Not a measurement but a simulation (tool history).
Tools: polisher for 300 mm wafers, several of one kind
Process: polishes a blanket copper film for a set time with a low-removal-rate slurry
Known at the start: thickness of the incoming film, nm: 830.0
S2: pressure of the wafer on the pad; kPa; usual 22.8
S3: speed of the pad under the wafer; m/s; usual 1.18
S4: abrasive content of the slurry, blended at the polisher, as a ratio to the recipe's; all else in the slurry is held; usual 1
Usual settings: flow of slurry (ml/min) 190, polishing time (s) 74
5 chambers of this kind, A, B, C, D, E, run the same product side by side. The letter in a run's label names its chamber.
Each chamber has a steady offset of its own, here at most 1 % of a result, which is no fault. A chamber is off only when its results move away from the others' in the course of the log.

At day 0.125: chamber E: worn pad replaced by a new one.
Run 1B, day 0.275: usual settings. Result: film removed (Å) 3294.5.
Run 2C, day 0.475: usual settings. Result: film removed (Å) 3437.1.
Run 3D, day 0.733: usual settings. Result: film removed (Å) 3415.
At day 0.817: chamber C: worn pad replaced by a new one.
Run 4A, day 0.871: usual settings. Result: film removed (Å) 3304.9.
Run 5E, day 1.1: usual settings. Result: film removed (Å) 3316.
At day 1.121: chamber D: slurry nozzle cleaned.
Run 6C, day 1.296: usual settings. Result: film removed (Å) 3361.7.
At day 1.333: chamber C: slurry blender recalibrated.
Run 7B, day 1.5: usual settings but S3 1.32 m/s, polishing time (s) 84. Result: film removed (Å) 4297.
Run 8A, day 1.667: usual settings but S3 1.32 m/s, polishing time (s) 84. Result: film removed (Å) 4286.4.
At day 1.788: chamber B: slurry nozzle cleaned.
Run 9D, day 1.792: usual settings but S3 1.32 m/s, polishing time (s) 84. Result: film removed (Å) 4218.2.
Run 10E, day 2.062: usual settings but S3 1.32 m/s, polishing time (s) 84. Result: film removed (Å) 4171.4.
At day 2.112: chamber B: slurry blender recalibrated.
Run 11B, day 2.2: usual settings but S3 1.32 m/s, polishing time (s) 84. Result: film removed (Å) 4323.7.
At day 2.204: chamber E: worn pad replaced by a new one.
Run 12A, day 2.379: usual settings. Result: film removed (Å) 3365.6.
Run 13C, day 2.629: usual settings. Result: film removed (Å) 3359.9.
Run 14E, day 2.762: usual settings. Result: film removed (Å) 3361.8.
At day 2.783: chamber B: worn pad replaced by a new one.
At day 2.825: chamber D: slurry blender recalibrated.
At day 2.942: chamber C: worn pad replaced by a new one.
Run 15D, day 2.962: usual settings. Result: film removed (Å) 3321.5.
Run 16C, day 3.092: usual settings. Result: film removed (Å) 3368.5.
At day 3.217: chamber D: worn pad replaced by a new one.
Run 17A, day 3.329: usual settings. Result: film removed (Å) 3295.5.
Run 18E, day 3.542: usual settings but S4 0.7. Result: film removed (Å) 3135.7.
Run 19B, day 3.762: usual settings but S4 0.7. Result: film removed (Å) 3109.5.
Run 20D, day 4.038: usual settings but S4 0.7. Result: film removed (Å) 3156.2.
At day 4.129: chamber A: worn pad replaced by a new one.
Run 21B, day 4.288: usual settings but S4 0.7. Result: film removed (Å) 3230.5.
At day 4.5: chamber E: head pressure recalibrated.
At day 4.508: chamber E: worn pad replaced by a new one.
Run 22A, day 4.521: usual settings but S4 0.7. Result: film removed (Å) 3119.4.
Run 23E, day 4.667: usual settings. Result: film removed (Å) 3573.3.
Run 24C, day 4.85: usual settings. Result: film removed (Å) 3332.8.
Run 25D, day 4.996: usual settings. Result: film removed (Å) 3341.7.
At day 5.138: chamber C: worn pad replaced by a new one.
Run 26B, day 5.242: usual settings. Result: film removed (Å) 3388.3.
At day 5.346: chamber E: slurry blender recalibrated.
Run 27D, day 5.438: usual settings. Result: film removed (Å) 3341.6.
Run 28C, day 5.667: usual settings but S3 0.92 m/s, S4 1.25. Result: film removed (Å) 2746.6.
At day 5.933: chamber C: slurry blender recalibrated.
Run 29A, day 5.933: usual settings but S3 0.92 m/s, S4 1.25. Result: film removed (Å) 2677.8.
At day 5.946: chamber A: slurry blender recalibrated.
Run 30E, day 6.062: usual settings but S3 0.92 m/s, S4 1.25. Result: film removed (Å) 2976.
Run 31E, day 6.296: usual settings but S3 0.92 m/s, S4 1.25. Result: film removed (Å) 2975.4.
Run 32D, day 6.442: usual settings but S3 0.92 m/s, S4 1.25. Result: film removed (Å) 2808.4.
Run 33C, day 6.612: usual settings. Result: film removed (Å) 3360.1.
Run 34B, day 6.862: usual settings. Result: film removed (Å) 3419.1.
At day 7.029: chamber E: worn pad replaced by a new one.
Run 35A, day 7.088: usual settings. Result: film removed (Å) 3287.3.
At day 7.121: chamber D: worn pad replaced by a new one.
At day 7.154: chamber C: worn pad replaced by a new one.
Run 36A, day 7.3: usual settings but S2 20 kPa. Result: film removed (Å) 2888.2.
Run 37B, day 7.492: usual settings but S2 20 kPa. Result: film removed (Å) 2991.2.
At day 7.592: chamber B: worn pad replaced by a new one.
Run 38E, day 7.621: usual settings but S2 20 kPa. Result: film removed (Å) 3201.2.
Run 39D, day 7.821: usual settings but S2 20 kPa. Result: film removed (Å) 3001.9.
Run 40C, day 7.958: usual settings but S2 20 kPa. Result: film removed (Å) 2892.7.
Run 41B, day 8.121: usual settings. Result: film removed (Å) 3358.7.

Is one chamber off against the others, does the gauge drift, or is nothing wrong? If a chamber is off, say which, and what the likeliest cause is.

A service left chamber E off against the others.
Cause: head's pressure above its setpoint, % = 10.

Here are 4 candidates for chamber E's next run, each the usual settings with a change, their results left as question marks. Which one brings its results back in line with what the others give on the usual settings?
In line means no further than this from the other chambers' mean on the usual settings: film removed (Å) 160
Run 42E-1, day 8.321: usual settings but S3 1.4 m/s, S4 1.05. Result: film removed (Å) ?.
Run 42E-2, day 8.321: usual settings but S3 1.08 m/s. Result: film removed (Å) ?.
Run 42E-3, day 8.321: usual settings but S3 1.3 m/s. Result: film removed (Å) ?.
Run 42E-4, day 8.321: usual settings but S2 21.4 kPa, S3 1.1 m/s, polishing time (s) 70. Result: film removed (Å) ?.

The other chambers' mean on the usual settings: film removed (Å) 3360.3
  run  film removed (Å)
42E-1            4440.2
42E-2            3378.2
42E-3            4076.1
42E-4            3060.6
42E-2 brings the chamber back in line.
